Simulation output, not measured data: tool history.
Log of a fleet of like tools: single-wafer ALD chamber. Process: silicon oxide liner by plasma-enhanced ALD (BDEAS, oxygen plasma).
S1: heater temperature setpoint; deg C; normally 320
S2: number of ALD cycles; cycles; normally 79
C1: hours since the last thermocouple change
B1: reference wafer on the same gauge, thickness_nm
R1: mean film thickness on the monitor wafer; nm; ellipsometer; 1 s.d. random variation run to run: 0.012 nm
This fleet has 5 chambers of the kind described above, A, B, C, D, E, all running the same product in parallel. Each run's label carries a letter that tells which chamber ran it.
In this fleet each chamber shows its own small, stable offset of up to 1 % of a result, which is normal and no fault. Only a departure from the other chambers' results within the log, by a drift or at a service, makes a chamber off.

run,day,S1,S2,C1,B1,R1
1B,0.158,320,79,1345.8,7.8473,7.0655
2D,0.258,320,79,1239.3,7.8441,7.192
3A,0.442,320,79,683.3,7.8471,7.0816
4E,0.588,320,79,83.8,7.8377,7.1031
5C,0.754,320,79,2228.6,7.8417,7.0985
6B,0.917,320,79,1364,7.8397,7.0627
7D,1.012,320,79,1257.4,7.8394,7.1594
8E,1.158,325,79,97.5,7.8365,7.0569
9C,1.321,325,79,2242.2,7.8342,7.0298
10A,1.412,325,79,706.6,7.8361,7.043
11B,1.579,325,79,1379.9,7.8308,6.997
12D,1.696,325,79,1273.8,7.8268,7.0986
13E,1.775,320,79,112.3,7.8269,7.1
14C,1.933,320,79,2256.9,7.829,7.0822
15A,2.088,320,79,722.8,7.826,7.0836
16C,2.238,320,79,2264.2,7.8244,7.0957
17E,2.35,320,79,126.1,7.8229,7.0827
18D,2.462,320,79,1292.2,7.8215,7.1462
19A,2.592,320,79,734.9,7.817,7.0698
20B,2.704,313,87,1406.9,7.8196,7.8539
21D,2.788,313,87,1300,7.8177,7.9614
22E,2.95,313,87,140.5,7.8181,7.8732
23B,3.033,313,87,1414.8,7.8097,7.8237
24C,3.167,313,87,2286.5,7.8116,7.8754
25A,3.283,320,79,751.5,7.8116,7.0724
26A,3.392,315,79,754.1,7.8076,7.1425
27B,3.475,315,79,1425.4,7.8098,7.0955
28C,3.633,315,79,2297.7,7.8048,7.1241
29D,3.721,315,79,1322.4,7.8073,7.2044
30E,3.892,315,79,163.1,7.8018,7.1256
31B,4.042,320,79,1439,7.8048,7.0302
32A,4.15,320,79,772.3,7.7961,7.0531
33C,4.246,320,79,2312.4,7.7984,7.0866
34D,4.342,320,79,1337.3,7.8032,7.1523
35E,4.529,320,79,178.4,7.796,7.0865

Has any chamber moved away from the others, gradually or after a service, or does the common gauge drift, or do the chambers differ only by their own small steady offsets? State the chamber and the most likely cause if one applies.

It is the gauge, not a chamber: its drift shows up in every chamber's results at once, and no chamber is off.
Most likely cause: gauge reads low (%) = 0.697.
